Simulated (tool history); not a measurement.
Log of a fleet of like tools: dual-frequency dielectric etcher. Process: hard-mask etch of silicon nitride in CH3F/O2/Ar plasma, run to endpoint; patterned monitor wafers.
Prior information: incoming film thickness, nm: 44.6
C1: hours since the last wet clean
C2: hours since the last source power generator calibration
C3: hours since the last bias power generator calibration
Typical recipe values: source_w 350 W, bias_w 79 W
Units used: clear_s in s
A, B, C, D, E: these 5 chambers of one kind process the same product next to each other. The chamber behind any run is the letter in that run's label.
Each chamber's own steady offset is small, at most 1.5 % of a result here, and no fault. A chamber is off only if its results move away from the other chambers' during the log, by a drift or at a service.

Run 1C, hour 6.6: usual settings; C1 107.4; C2 2472.9; C3 3951.6. Result: clear_s 65.390 s.
Run 2B, hour 17.1: usual settings; C1 324.3; C2 804.4; C3 56.6. Result: clear_s 65.644 s.
Run 3E, hour 22.9: usual settings; C1 317.5; C2 4028.8; C3 440.1. Result: clear_s 66.467 s.
Run 4D, hour 33.8: usual settings; C1 533.6; C2 2865.3; C3 4134.4. Result: clear_s 65.767 s.
Run 5A, hour 41.4: usual settings; C1 532.0; C2 2023.1; C3 2388.6. Result: clear_s 66.072 s.
Run 6D, hour 51.9: usual settings; C1 551.7; C2 2883.4; C3 4152.5. Result: clear_s 65.098 s.
At hour 61.5: chamber D: wet clean of the chamber.
Run 7B, hour 62.1: usual settings; C1 369.3; C2 849.4; C3 101.6. Result: clear_s 66.073 s.
Run 8A, hour 68.8: usual settings; C1 559.4; C2 2050.5; C3 2416.0. Result: clear_s 66.210 s.
Run 9E, hour 75.3: usual settings; C1 369.9; C2 4081.2; C3 492.5. Result: clear_s 66.195 s.
Run 10C, hour 86.2: usual settings; C1 187.0; C2 2552.5; C3 4031.2. Result: clear_s 64.784 s.
At hour 86.8: chamber D: bias power generator calibrated.
Run 11B, hour 93.5: usual settings; C1 400.7; C2 880.8; C3 133.0. Result: clear_s 65.814 s.
At hour 94.7: chamber E: source power generator calibrated.
Run 12D, hour 104.3: usual settings; C1 42.8; C2 2935.8; C3 17.6. Result: clear_s 65.268 s.
At hour 109.3: chamber A: wet clean of the chamber.
Run 13A, hour 115.7: usual settings; C1 6.4; C2 2097.4; C3 2462.9. Result: clear_s 63.568 s.
Run 14E, hour 123.5: usual settings; C1 418.1; C2 28.8; C3 540.7. Result: clear_s 66.200 s.
Run 15C, hour 134.7: usual settings; C1 235.5; C2 2601.0; C3 4079.7. Result: clear_s 64.706 s.
Run 16D, hour 140.6: usual settings; C1 79.1; C2 2972.1; C3 53.9. Result: clear_s 65.905 s.
Run 17C, hour 147.9: usual settings; C1 248.7; C2 2614.2; C3 4092.9. Result: clear_s 65.251 s.
Run 18E, hour 156.3: usual settings; C1 450.9; C2 61.6; C3 573.5. Result: clear_s 66.020 s.
Run 19A, hour 162.6: usual settings; C1 53.3; C2 2144.3; C3 2509.8. Result: clear_s 63.642 s.
Run 20B, hour 171.7: usual settings; C1 478.9; C2 959.0; C3 211.2. Result: clear_s 65.161 s.
Run 21D, hour 180.6: usual settings; C1 119.1; C2 3012.1; C3 93.9. Result: clear_s 65.989 s.
Run 22B, hour 189.4: usual settings; C1 496.6; C2 976.7; C3 228.9. Result: clear_s 65.700 s.
Run 23E, hour 197.3: usual settings; C1 491.9; C2 102.6; C3 614.5. Result: clear_s 65.995 s.
Run 24A, hour 208.3: usual settings; C1 99.0; C2 2190.0; C3 2555.5. Result: clear_s 63.907 s.
Run 25C, hour 214.3: usual settings; C1 315.1; C2 2680.6; C3 4159.3. Result: clear_s 65.488 s.
Run 26C, hour 221.9: usual settings but bias_w 99 W; C1 322.7; C2 2688.2; C3 4166.9. Result: clear_s 59.595 s.
At hour 224.6: chamber B: wet clean of the chamber.
Run 27E, hour 233.1: usual settings but bias_w 99 W; C1 527.7; C2 138.4; C3 650.3. Result: clear_s 61.514 s.
Run 28D, hour 242.4: usual settings but bias_w 99 W; C1 180.9; C2 3073.9; C3 155.7. Result: clear_s 60.806 s.
At hour 244.4: chamber C: wet clean of the chamber.
Run 29B, hour 253.4: usual settings but bias_w 99 W; C1 28.8; C2 1040.7; C3 292.9. Result: clear_s 60.365 s.
Run 30A, hour 260.5: usual settings but bias_w 99 W; C1 151.2; C2 2242.2; C3 2607.7. Result: clear_s 58.632 s.
Run 31C, hour 269.9: usual settings; C1 25.5; C2 2736.2; C3 4214.9. Result: clear_s 65.054 s.
Run 32E, hour 277.3: usual settings; C1 571.9; C2 182.6; C3 694.5. Result: clear_s 66.604 s.
Run 33A, hour 285.2: usual settings; C1 175.9; C2 2266.9; C3 2632.4. Result: clear_s 63.951 s.
At hour 287.4: chamber C: source power generator calibrated.
Run 34D, hour 291.1: usual settings; C1 229.6; C2 3122.6; C3 204.4. Result: clear_s 65.405 s.
Run 35B, hour 302.5: usual settings; C1 77.9; C2 1089.8; C3 342.0. Result: clear_s 64.877 s.
Run 36C, hour 314.1: usual settings; C1 69.7; C2 26.7; C3 4259.1. Result: clear_s 65.930 s.
Run 37E, hour 322.7: usual settings; C1 617.3; C2 228.0; C3 739.9. Result: clear_s 66.991 s.
Run 38B, hour 331.9: usual settings; C1 107.3; C2 1119.2; C3 371.4. Result: clear_s 64.728 s.
Run 39A, hour 340.3: usual settings; C1 231.0; C2 2322.0; C3 2687.5. Result: clear_s 63.707 s.

Does one chamber stand apart from the rest, does the shared gauge drift, or is all well apart from small per-chamber offsets? Give the chamber and the most likely cause, where there is one.

A service on chamber A put it out of line with the rest.
Most likely cause: etch rate over this chamber's usual, % = 3.89.

Here are 4 candidates for chamber A's next run, each the usual settings with a change, their results left as question marks. Which one brings its results back in line with what the others give on the usual settings?
Allowed miss from the other chambers' usual-settings mean, per result, to count as in line: clear_s 1.000 s
Run 40A-1, hour 348.9: usual settings but source_w 370 W, bias_w 82 W. Result: clear_s ?.
Run 40A-2, hour 348.9: usual settings but source_w 410 W. Result: clear_s ?.
Run 40A-3, hour 348.9: usual settings but source_w 320 W. Result: clear_s ?.
Run 40A-4, hour 348.9: usual settings but source_w 320 W, bias_w 73 W. Result: clear_s ?.

The mean the other chambers reach with the usual settings: clear_s 65.678 s
  run  clear_s
40A-1   61.658
40A-2   60.111
40A-3   65.966
40A-4   67.830
40A-3 puts the chamber back in line with the other chambers.
